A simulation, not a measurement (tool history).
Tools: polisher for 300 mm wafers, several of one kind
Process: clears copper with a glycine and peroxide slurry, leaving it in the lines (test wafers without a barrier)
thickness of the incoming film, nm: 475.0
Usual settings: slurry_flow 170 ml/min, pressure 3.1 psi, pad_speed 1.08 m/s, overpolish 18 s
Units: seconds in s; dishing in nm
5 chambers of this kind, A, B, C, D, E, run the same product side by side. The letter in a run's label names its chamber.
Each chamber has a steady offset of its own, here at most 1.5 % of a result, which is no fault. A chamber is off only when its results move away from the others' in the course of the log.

| run | hour | slurry_flow | pressure | pad_speed | overpolish | wafers polished on this pad | hours since the slurry nozzle was cleaned | hours since the head pressure was calibrated | seconds | dishing |
|---|---|---|---|---|---|---|---|---|---|---|
| 1B | 4.5 | 170 | 3.1 | 1.08 | 18 | 857 | 166.0 | 550.7 | 63.635 | 74.422 |
|  | 5.7 | chamber B: worn pad replaced by a new one |
| 2C | 7.6 | 170 | 3.1 | 1.08 | 18 | 98 | 191.1 | 465.7 | 64.622 | 76.101 |
|  | 8.5 | chamber C: slurry nozzle cleaned |
| 3D | 12.0 | 170 | 3.1 | 1.08 | 18 | 188 | 192.0 | 502.7 | 65.120 | 74.435 |
| 4E | 16.4 | 170 | 3.1 | 1.08 | 18 | 487 | 401.0 | 840.4 | 64.515 | 76.614 |
|  | 17.5 | chamber E: slurry nozzle cleaned |
| 5A | 19.6 | 170 | 3.1 | 1.08 | 18 | 201 | 372.0 | 1025.2 | 66.454 | 75.631 |
| 6B | 25.5 | 170 | 3.1 | 1.08 | 18 | 202 | 187.0 | 571.7 | 64.570 | 74.332 |
| 7C | 29.0 | 170 | 3.1 | 1.08 | 18 | 316 | 20.5 | 487.1 | 64.692 | 74.615 |
| 8D | 32.3 | 170 | 3.1 | 1.36 | 18 | 395 | 212.3 | 523.0 | 53.999 | 83.227 |
| 9E | 37.4 | 170 | 3.1 | 1.36 | 18 | 701 | 20.0 | 861.4 | 52.480 | 85.824 |
| 10A | 43.7 | 170 | 3.1 | 1.36 | 18 | 446 | 396.1 | 1049.3 | 52.677 | 83.818 |
|  | 45.3 | chamber D: slurry nozzle cleaned |
|  | 47.7 | chamber E: worn pad replaced by a new one |
| 11A | 49.8 | 170 | 3.1 | 1.36 | 18 | 508 | 402.2 | 1055.4 | 53.611 | 85.416 |
|  | 55.6 | chamber C: worn pad replaced by a new one |
| 12E | 55.8 | 170 | 3.1 | 1.36 | 18 | 83 | 38.4 | 879.8 | 53.573 | 85.041 |
| 13C | 62.1 | 170 | 3.1 | 1.08 | 18 | 67 | 53.6 | 520.2 | 63.256 | 74.913 |
|  | 62.4 | chamber A: worn pad replaced by a new one |
| 14D | 67.5 | 170 | 3.1 | 1.08 | 18 | 754 | 22.2 | 558.2 | 65.216 | 74.517 |
| 15B | 70.9 | 170 | 3.1 | 1.08 | 18 | 664 | 232.4 | 617.1 | 63.320 | 74.696 |
| 16E | 77.3 | 170 | 3.1 | 1.08 | 18 | 302 | 59.9 | 901.3 | 65.648 | 76.470 |
|  | 80.6 | chamber A: head pressure recalibrated |
| 17B | 83.0 | 170 | 3.1 | 1.08 | 18 | 787 | 244.5 | 629.2 | 66.217 | 75.931 |
|  | 87.4 | chamber B: worn pad replaced by a new one |
| 18D | 88.1 | 170 | 3.1 | 1.08 | 18 | 963 | 42.8 | 578.8 | 64.332 | 75.078 |
| 19C | 92.7 | 170 | 3.1 | 1.08 | 18 | 378 | 84.2 | 550.8 | 64.689 | 73.701 |
| 20A | 97.5 | 200 | 3.1 | 1.08 | 18 | 357 | 449.9 | 16.9 | 62.819 | 75.761 |
|  | 98.4 | chamber A: slurry nozzle cleaned |
| 21C | 101.8 | 200 | 3.1 | 1.08 | 18 | 471 | 93.3 | 559.9 | 62.031 | 79.108 |
|  | 107.9 | chamber C: worn pad replaced by a new one |
| 22D | 108.5 | 200 | 3.1 | 1.08 | 18 | 1171 | 63.2 | 599.2 | 64.097 | 74.900 |
|  | 110.7 | chamber C: head pressure recalibrated |
| 23A | 113.6 | 200 | 3.1 | 1.08 | 18 | 521 | 15.3 | 33.0 | 62.218 | 76.230 |
|  | 114.8 | chamber D: worn pad replaced by a new one |
| 24E | 118.4 | 200 | 3.1 | 1.08 | 18 | 720 | 101.0 | 942.4 | 63.098 | 76.284 |
| 25B | 122.3 | 170 | 3.1 | 1.08 | 18 | 355 | 283.8 | 668.5 | 66.907 | 75.348 |
|  | 123.2 | chamber E: worn pad replaced by a new one |
| 26B | 128.1 | 170 | 3.1 | 0.76 | 12 | 414 | 289.6 | 674.3 | 86.002 | 44.331 |
|  | 128.5 | chamber A: worn pad replaced by a new one |
| 27E | 134.3 | 170 | 3.1 | 0.76 | 12 | 113 | 116.9 | 958.3 | 86.427 | 44.326 |
| 28C | 139.3 | 170 | 3.1 | 0.76 | 12 | 319 | 130.8 | 28.6 | 80.173 | 47.780 |
| 29D | 142.5 | 170 | 3.1 | 0.76 | 12 | 282 | 97.2 | 633.2 | 86.493 | 44.847 |
| 30A | 148.9 | 170 | 3.1 | 0.76 | 12 | 208 | 50.6 | 68.3 | 85.562 | 45.470 |
| 31A | 152.1 | 170 | 3.1 | 1.08 | 18 | 240 | 53.8 | 71.5 | 64.713 | 76.891 |
| 32E | 156.5 | 170 | 3.1 | 1.08 | 18 | 339 | 139.1 | 980.5 | 64.049 | 74.726 |
| 33D | 161.1 | 170 | 3.1 | 1.08 | 18 | 471 | 115.8 | 651.8 | 62.906 | 76.484 |
|  | 166.2 | chamber C: worn pad replaced by a new one |
| 34C | 167.0 | 120 | 3.7 | 1.08 | 18 | 8 | 158.5 | 56.3 | 53.854 | 86.377 |
| 35B | 172.9 | 120 | 3.7 | 1.08 | 18 | 870 | 334.4 | 719.1 | 58.099 | 82.371 |
| 36D | 176.0 | 120 | 3.7 | 1.08 | 18 | 623 | 130.7 | 666.7 | 60.410 | 81.195 |
|  | 177.4 | chamber B: worn pad replaced by a new one |
| 37C | 182.1 | 120 | 3.7 | 1.08 | 18 | 162 | 173.6 | 71.4 | 54.252 | 89.471 |
| 38B | 185.2 | 120 | 3.7 | 1.08 | 18 | 80 | 346.7 | 731.4 | 58.115 | 80.646 |
| 39A | 190.5 | 170 | 3.1 | 1.08 | 18 | 632 | 92.2 | 109.9 | 64.606 | 75.044 |
|  | 195.4 | chamber A: worn pad replaced by a new one |
| 40E | 195.5 | 170 | 3.1 | 1.08 | 18 | 736 | 178.1 | 1019.5 | 63.863 | 75.338 |
| 41C | 199.2 | 170 | 3.1 | 1.08 | 18 | 336 | 190.7 | 88.5 | 57.575 | 79.829 |
| 42E | 204.6 | 170 | 2.6 | 1.32 | 18 | 829 | 187.2 | 1028.6 | 63.451 | 74.581 |
| 43A | 209.1 | 170 | 2.6 | 1.32 | 18 | 140 | 110.8 | 128.5 | 62.829 | 74.926 |
| 44D | 212.8 | 170 | 2.6 | 1.32 | 18 | 998 | 167.5 | 703.5 | 63.211 | 75.346 |

What goes on in this fleet: one chamber off, a drifting gauge, or nothing beyond the chambers' own small offsets? Name the chamber and the cause, if any.

A service left chamber C off against the others.
Cause: head's pressure above its setpoint, % = 10.8.

Here are 4 candidates for chamber C's next run, each the usual settings with a change, their results left as question marks. Which one brings its results back in line with what the others give on the usual settings?
In line means no further than this from the other chambers' mean on the usual settings: seconds 3.000 s; dishing 3.400 nm
| 45C-1 | 217.6 | 170 | 2.9 | 1.02 | 18 |  |  |  | ? | ? |
| 45C-2 | 217.6 | 170 | 3.3 | 1.14 | 18 |  |  |  | ? | ? |
| 45C-3 | 217.6 | 165 | 2.7 | 0.96 | 18 |  |  |  | ? | ? |
| 45C-4 | 217.6 | 175 | 3.5 | 1.22 | 18 |  |  |  | ? | ? |

The other chambers' mean on the usual settings: seconds 64.865 s; dishing 74.884 nm
| run | seconds | dishing |
|---|---|---|
| 45C-1 | 65.211 | 74.489 |
| 45C-2 | 52.964 | 86.131 |
| 45C-3 | 73.223 | 68.435 |
| 45C-4 | 47.126 | 92.904 |
45C-1 brings the chamber back in line.

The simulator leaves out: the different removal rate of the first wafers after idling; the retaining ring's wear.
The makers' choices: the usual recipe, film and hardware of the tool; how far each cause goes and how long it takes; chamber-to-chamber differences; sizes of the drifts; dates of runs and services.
